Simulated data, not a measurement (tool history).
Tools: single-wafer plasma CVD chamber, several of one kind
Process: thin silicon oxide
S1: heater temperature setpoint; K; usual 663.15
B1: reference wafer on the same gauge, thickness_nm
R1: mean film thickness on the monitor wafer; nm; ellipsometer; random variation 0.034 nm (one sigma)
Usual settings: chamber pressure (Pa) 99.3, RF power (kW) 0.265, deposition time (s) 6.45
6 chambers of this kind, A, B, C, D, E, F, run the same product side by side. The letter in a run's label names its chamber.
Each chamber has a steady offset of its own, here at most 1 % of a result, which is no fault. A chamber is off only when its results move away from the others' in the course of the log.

{"run": "1C", "day": 0.379, "S1": 663.15, "chamber pressure (Pa)": 99.3, "RF power (kW)": 0.265, "deposition time (s)": 6.45, "B1": 8.6008, "R1": 10.556}
{"run": "2B", "day": 0.596, "S1": 663.15, "chamber pressure (Pa)": 99.3, "RF power (kW)": 0.265, "deposition time (s)": 6.45, "B1": 8.6023, "R1": 10.533}
{"run": "3F", "day": 1.029, "S1": 663.15, "chamber pressure (Pa)": 99.3, "RF power (kW)": 0.265, "deposition time (s)": 6.45, "B1": 8.598, "R1": 10.486}
{"run": "4A", "day": 1.383, "S1": 663.15, "chamber pressure (Pa)": 99.3, "RF power (kW)": 0.265, "deposition time (s)": 6.45, "B1": 8.6083, "R1": 10.47}
{"run": "5E", "day": 1.812, "S1": 663.15, "chamber pressure (Pa)": 99.3, "RF power (kW)": 0.265, "deposition time (s)": 6.45, "B1": 8.601, "R1": 10.663}
{"run": "6D", "day": 2.212, "S1": 663.15, "chamber pressure (Pa)": 99.3, "RF power (kW)": 0.265, "deposition time (s)": 6.45, "B1": 8.5995, "R1": 10.541}
{"run": "7D", "day": 2.496, "S1": 663.15, "chamber pressure (Pa)": 99.3, "RF power (kW)": 0.265, "deposition time (s)": 6.45, "B1": 8.5969, "R1": 10.59}
{"run": "8F", "day": 2.9, "S1": 663.15, "chamber pressure (Pa)": 117.1, "RF power (kW)": 0.24, "deposition time (s)": 6.45, "B1": 8.5951, "R1": 11.711}
{"run": "9C", "day": 3.208, "S1": 663.15, "chamber pressure (Pa)": 117.1, "RF power (kW)": 0.24, "deposition time (s)": 6.45, "B1": 8.6013, "R1": 11.803}
{"run": "10B", "day": 3.588, "S1": 663.15, "chamber pressure (Pa)": 117.1, "RF power (kW)": 0.24, "deposition time (s)": 6.45, "B1": 8.6007, "R1": 11.766}
{"run": "11E", "day": 4.017, "S1": 663.15, "chamber pressure (Pa)": 117.1, "RF power (kW)": 0.24, "deposition time (s)": 6.45, "B1": 8.5973, "R1": 11.834}
{"run": "12A", "day": 4.25, "S1": 663.15, "chamber pressure (Pa)": 117.1, "RF power (kW)": 0.24, "deposition time (s)": 6.45, "B1": 8.6016, "R1": 11.752}
{"run": "13E", "day": 4.462, "S1": 663.15, "chamber pressure (Pa)": 117.1, "RF power (kW)": 0.24, "deposition time (s)": 6.45, "B1": 8.6057, "R1": 11.769}
{"run": "14B", "day": 4.875, "S1": 652.15, "chamber pressure (Pa)": 99.3, "RF power (kW)": 0.265, "deposition time (s)": 7.03, "B1": 8.6005, "R1": 11.636}
{"run": "15C", "day": 5.083, "S1": 652.15, "chamber pressure (Pa)": 99.3, "RF power (kW)": 0.265, "deposition time (s)": 7.03, "B1": 8.6015, "R1": 11.709}
{"run": "16A", "day": 5.504, "S1": 652.15, "chamber pressure (Pa)": 99.3, "RF power (kW)": 0.265, "deposition time (s)": 7.03, "B1": 8.5982, "R1": 11.624}
{"run": "17D", "day": 5.708, "S1": 652.15, "chamber pressure (Pa)": 99.3, "RF power (kW)": 0.265, "deposition time (s)": 7.03, "B1": 8.6024, "R1": 11.498}
{"run": "18F", "day": 5.979, "S1": 652.15, "chamber pressure (Pa)": 99.3, "RF power (kW)": 0.265, "deposition time (s)": 7.03, "B1": 8.5959, "R1": 11.591}
{"run": "19C", "day": 6.292, "S1": 652.15, "chamber pressure (Pa)": 99.3, "RF power (kW)": 0.265, "deposition time (s)": 7.03, "B1": 8.5981, "R1": 11.671}
{"run": "20A", "day": 6.633, "S1": 663.15, "chamber pressure (Pa)": 99.3, "RF power (kW)": 0.265, "deposition time (s)": 6.45, "B1": 8.6058, "R1": 10.443}
{"run": "21F", "day": 6.838, "S1": 663.15, "chamber pressure (Pa)": 99.3, "RF power (kW)": 0.265, "deposition time (s)": 6.45, "B1": 8.5995, "R1": 10.542}
{"run": "22E", "day": 7.088, "S1": 663.15, "chamber pressure (Pa)": 99.3, "RF power (kW)": 0.265, "deposition time (s)": 6.45, "B1": 8.6055, "R1": 10.673}
{"run": "23D", "day": 7.342, "S1": 663.15, "chamber pressure (Pa)": 99.3, "RF power (kW)": 0.265, "deposition time (s)": 6.45, "B1": 8.5967, "R1": 10.501}
{"run": "24B", "day": 7.617, "S1": 663.15, "chamber pressure (Pa)": 99.3, "RF power (kW)": 0.265, "deposition time (s)": 6.45, "B1": 8.5979, "R1": 10.56}
{"day": 7.75, "done": "chamber A: thermocouple changed; heater temperature recalibrated"}
{"day": 7.933, "done": "chamber D: thermocouple changed; heater temperature recalibrated"}
{"day": 8.008, "done": "chamber B: capacitance manometer re-zeroed and calibrated"}
{"run": "25C", "day": 8.033, "S1": 663.15, "chamber pressure (Pa)": 99.3, "RF power (kW)": 0.265, "deposition time (s)": 6.45, "B1": 8.6001, "R1": 10.613}
{"run": "26A", "day": 8.379, "S1": 663.15, "chamber pressure (Pa)": 99.3, "RF power (kW)": 0.265, "deposition time (s)": 6.45, "B1": 8.597, "R1": 10.353}
{"run": "27D", "day": 8.733, "S1": 663.15, "chamber pressure (Pa)": 99.3, "RF power (kW)": 0.265, "deposition time (s)": 6.45, "B1": 8.5968, "R1": 10.56}
{"run": "28F", "day": 9.042, "S1": 663.15, "chamber pressure (Pa)": 99.3, "RF power (kW)": 0.265, "deposition time (s)": 6.45, "B1": 8.5978, "R1": 10.465}
{"run": "29E", "day": 9.425, "S1": 663.15, "chamber pressure (Pa)": 99.3, "RF power (kW)": 0.265, "deposition time (s)": 6.45, "B1": 8.5952, "R1": 10.575}
{"run": "30B", "day": 9.812, "S1": 663.15, "chamber pressure (Pa)": 99.3, "RF power (kW)": 0.265, "deposition time (s)": 6.45, "B1": 8.5989, "R1": 10.587}
{"run": "31B", "day": 10.104, "S1": 663.15, "chamber pressure (Pa)": 99.3, "RF power (kW)": 0.265, "deposition time (s)": 6.45, "B1": 8.5995, "R1": 10.515}
{"run": "32A", "day": 10.446, "S1": 663.15, "chamber pressure (Pa)": 99.3, "RF power (kW)": 0.265, "deposition time (s)": 6.45, "B1": 8.596, "R1": 10.324}
{"run": "33C", "day": 10.642, "S1": 663.15, "chamber pressure (Pa)": 77.7, "RF power (kW)": 0.265, "deposition time (s)": 6.45, "B1": 8.6043, "R1": 8.1626}
{"day": 10.692, "done": "chamber C: capacitance manometer re-zeroed and calibrated"}
{"run": "34F", "day": 10.867, "S1": 663.15, "chamber pressure (Pa)": 77.7, "RF power (kW)": 0.265, "deposition time (s)": 6.45, "B1": 8.6024, "R1": 8.0299}
{"run": "35E", "day": 11.125, "S1": 663.15, "chamber pressure (Pa)": 77.7, "RF power (kW)": 0.265, "deposition time (s)": 6.45, "B1": 8.5928, "R1": 8.2889}
{"run": "36D", "day": 11.342, "S1": 663.15, "chamber pressure (Pa)": 77.7, "RF power (kW)": 0.265, "deposition time (s)": 6.45, "B1": 8.6008, "R1": 8.224}
{"run": "37B", "day": 11.696, "S1": 663.15, "chamber pressure (Pa)": 77.7, "RF power (kW)": 0.265, "deposition time (s)": 6.45, "B1": 8.6035, "R1": 8.1794}
{"run": "38C", "day": 11.946, "S1": 663.15, "chamber pressure (Pa)": 77.7, "RF power (kW)": 0.265, "deposition time (s)": 6.45, "B1": 8.6011, "R1": 8.1577}
{"run": "39E", "day": 12.267, "S1": 663.15, "chamber pressure (Pa)": 99.3, "RF power (kW)": 0.265, "deposition time (s)": 6.45, "B1": 8.6008, "R1": 10.632}
{"run": "40F", "day": 12.558, "S1": 652.15, "chamber pressure (Pa)": 99.3, "RF power (kW)": 0.265, "deposition time (s)": 6.45, "B1": 8.5989, "R1": 10.606}
{"run": "41D", "day": 12.917, "S1": 652.15, "chamber pressure (Pa)": 99.3, "RF power (kW)": 0.265, "deposition time (s)": 6.45, "B1": 8.6089, "R1": 10.639}

All 6 chambers run these settings next. Forecast each chamber's results:
{"run": "42A", "day": 13.225, "S1": 663.15, "chamber pressure (Pa)": 99.3, "RF power (kW)": 0.265, "deposition time (s)": 6.45, "R1": "?"}
{"run": "42B", "day": 13.225, "S1": 663.15, "chamber pressure (Pa)": 99.3, "RF power (kW)": 0.265, "deposition time (s)": 6.45, "R1": "?"}
{"run": "42C", "day": 13.225, "S1": 663.15, "chamber pressure (Pa)": 99.3, "RF power (kW)": 0.265, "deposition time (s)": 6.45, "R1": "?"}
{"run": "42D", "day": 13.225, "S1": 663.15, "chamber pressure (Pa)": 99.3, "RF power (kW)": 0.265, "deposition time (s)": 6.45, "R1": "?"}
{"run": "42E", "day": 13.225, "S1": 663.15, "chamber pressure (Pa)": 99.3, "RF power (kW)": 0.265, "deposition time (s)": 6.45, "R1": "?"}
{"run": "42F", "day": 13.225, "S1": 663.15, "chamber pressure (Pa)": 99.3, "RF power (kW)": 0.265, "deposition time (s)": 6.45, "R1": "?"}

run=42A R1=10.214
run=42B R1=10.521
run=42C R1=10.607
run=42D R1=10.551
run=42E R1=10.579
run=42F R1=10.471
